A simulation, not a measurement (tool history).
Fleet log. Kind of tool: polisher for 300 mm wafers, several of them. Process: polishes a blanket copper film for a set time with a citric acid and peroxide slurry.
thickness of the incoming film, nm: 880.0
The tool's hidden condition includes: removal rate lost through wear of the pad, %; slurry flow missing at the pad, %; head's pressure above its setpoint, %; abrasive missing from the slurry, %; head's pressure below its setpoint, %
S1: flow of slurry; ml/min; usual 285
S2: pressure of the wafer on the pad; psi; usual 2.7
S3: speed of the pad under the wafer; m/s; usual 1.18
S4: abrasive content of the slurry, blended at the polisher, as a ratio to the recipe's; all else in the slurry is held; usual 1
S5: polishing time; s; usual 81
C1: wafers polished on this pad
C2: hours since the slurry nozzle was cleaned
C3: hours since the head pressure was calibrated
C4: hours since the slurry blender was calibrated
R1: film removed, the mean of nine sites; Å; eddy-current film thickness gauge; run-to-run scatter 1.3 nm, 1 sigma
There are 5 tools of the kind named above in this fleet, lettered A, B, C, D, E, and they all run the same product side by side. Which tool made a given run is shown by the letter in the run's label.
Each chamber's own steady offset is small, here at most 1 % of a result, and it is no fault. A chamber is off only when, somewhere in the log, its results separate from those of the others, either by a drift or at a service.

run	day	S1	S2	S3	S4	S5	C1	C2	C3	C4	R1
# day 0.262: chamber E: worn pad replaced by a new one
1A	0.408	285	2.7	1.18	1	81	244	310.2	304.5	359.3	2165.5
# day 0.542: chamber C: worn pad replaced by a new one
# day 0.75: chamber B: worn pad replaced by a new one
# day 0.8: chamber D: worn pad replaced by a new one
2B	0.812	285	2.7	1.18	1	81	12	438.6	61.8	55.8	2170.1
3D	1.158	285	2.7	1.18	1	81	72	154.1	495.2	126.8	2180.8
4C	1.512	285	2.7	1.18	1	81	195	205.3	147.9	99	2149.6
# day 1.771: chamber A: worn pad replaced by a new one
5E	1.829	285	2.7	1.18	1	81	315	727.4	677.4	208.3	2184
6B	2.058	285	2.7	1.18	1	81	263	468.5	91.7	85.7	2177.7
# day 2.2: chamber D: slurry blender recalibrated
# day 2.262: chamber A: slurry blender recalibrated
7D	2.425	285	2.7	1.18	1	81	327	184.5	525.6	5.4	2192.2
# day 2.621: chamber E: head pressure recalibrated
8E	2.738	285	2.7	1.18	1	81	498	749.2	2.8	230.1	2185.9
# day 2.767: chamber B: slurry blender recalibrated
9C	3.108	285	2.7	1.18	1	81	516	243.6	186.2	137.3	2139.1
10A	3.417	285	2.7	1.18	1	81	332	382.4	376.7	27.8	2184.1
11B	3.717	285	2.7	1.18	1	81	597	508.3	131.5	22.9	2177.3
# day 3.946: chamber E: worn pad replaced by a new one
12E	3.971	285	2.7	1.18	1	81	5	778.8	32.4	259.7	2190.1
13D	4.208	285	2.7	1.18	1	81	686	227.3	568.4	48.2	2160.7
# day 4.325: chamber A: worn pad replaced by a new one
# day 4.462: chamber E: slurry nozzle cleaned
14C	4.592	285	2.7	1.18	1	81	815	279.2	221.8	172.9	2155.3
# day 4.733: chamber C: worn pad replaced by a new one
15A	5.021	285	2.7	1.18	1	81	140	420.9	415.2	66.3	2205
# day 5.296: chamber B: worn pad replaced by a new one
16D	5.396	285	2.7	1.18	1	81	925	255.8	596.9	76.7	2180.4
17E	5.833	285	2.7	1.18	1	81	380	33	77.1	304.4	2172.5
# day 6.042: chamber D: worn pad replaced by a new one
18B	6.167	285	2.7	1.18	1	81	176	567.1	190.3	81.7	2150
# day 6.375: chamber A: slurry nozzle cleaned
19A	6.379	285	2.7	1.18	1	81	413	0.1	447.8	98.9	2189.1
20C	6.683	285	2.7	1.18	1	81	392	329.4	272	223.1	2114
21C	6.892	285	2.7	1.18	1	81	434	334.4	277	228.1	2110.5
22A	7.117	285	2.7	1.18	1	81	562	17.8	465.5	116.6	2192.4
# day 7.204: chamber E: worn pad replaced by a new one
23D	7.362	285	2.7	1.18	1	81	266	303	644.1	123.9	2186.1
# day 7.367: chamber A: worn pad replaced by a new one
# day 7.388: chamber B: slurry blender recalibrated
24B	7.733	285	2.7	1.18	1	81	491	604.7	227.9	8.4	2183.2
25E	8.112	285	2.7	1.18	1	81	183	87.7	131.8	359.1	2170.9
# day 8.275: chamber C: worn pad replaced by a new one
# day 8.492: chamber C: head pressure recalibrated
26C	8.533	285	2.7	1.18	1	81	52	373.8	1.1	267.5	2120.9
# day 8.871: chamber D: slurry blender recalibrated
27D	8.879	285	2.7	1.18	1	81	571	339.4	680.5	0.2	2177.7
28E	9.246	285	2.7	1.18	0.75	55	411	114.9	159	386.3	1394.4
29A	9.479	285	2.7	1.18	0.75	55	425	74.5	522.2	173.3	1415.8
30B	9.846	285	2.7	1.18	0.75	55	916	655.4	278.6	59.1	1372.4
31D	10.292	285	2.7	1.18	0.75	55	855	373.3	714.4	34.1	1390.1
# day 10.483: chamber A: worn pad replaced by a new one
# day 10.633: chamber E: worn pad replaced by a new one
32E	10.738	285	2.7	1.18	0.75	55	21	150.7	194.8	422.1	1392.6
# day 10.829: chamber B: worn pad replaced by a new one
# day 10.85: chamber D: worn pad replaced by a new one
33B	11.179	375	2.7	1.18	1	92	70	687.4	310.6	91.1	2523.9
34A	11.596	375	2.7	1.18	1	92	224	125.3	573	224.1	2562.9
35C	11.921	375	2.7	1.18	1	92	734	455.1	82.4	348.8	2432.2
36D	12.142	375	2.7	1.18	1	92	260	417.7	758.8	78.5	2511.9
# day 12.238: chamber E: slurry blender recalibrated
# day 12.258: chamber B: slurry blender recalibrated
# day 12.262: chamber C: worn pad replaced by a new one
37C	12.533	375	2.7	1.18	1	92	54	469.8	97.1	363.5	2443.1
38B	12.95	285	2.7	1.18	1	81	427	729.9	353.1	16.7	2160.6
39A	13.154	285	3.5	1.18	1.2	81	537	162.7	610.4	261.5	2954.2
40E	13.379	285	3.5	1.18	1.2	81	552	214.1	258.2	27.4	2949.7
# day 13.488: chamber A: worn pad replaced by a new one
41A	13.762	285	3.5	1.18	1.2	81	56	177.3	625	276.1	2945.6

Is one chamber out of step, is the gauge drifting, or do the chambers differ by no more than their own small offsets? For an off chamber, give its letter and the likeliest cause.

Little by little, chamber C moves away from the other chambers.
Cause: slurry flow missing at the pad, % = 41.6.
From this log alone, it may not be told apart from: abrasive missing from the slurry, %.

Here are 4 candidates for chamber C's next run, each the usual settings with a change, their results left as question marks. Which one brings its results back in line with what the others give on the usual settings?
Maximum distance from the other chambers' mean on the usual settings for a result to count as in line: R1 47 Å
42C-1	14.096	285	2.7	1.18	1	69					?
42C-2	14.096	290	2.9	1.18	1	88					?
42C-3	14.096	285	2.9	1.18	1	81					?
42C-4	14.096	285	2.6	1.16	1	79					?

Other chambers, usual settings, mean: R1 2178 Å
run	R1
42C-1	1712.3
42C-2	2346.2
42C-3	2153.8
42C-4	1858.6
The answer is 42C-3, which returns the chamber to within the allowed miss of the others.

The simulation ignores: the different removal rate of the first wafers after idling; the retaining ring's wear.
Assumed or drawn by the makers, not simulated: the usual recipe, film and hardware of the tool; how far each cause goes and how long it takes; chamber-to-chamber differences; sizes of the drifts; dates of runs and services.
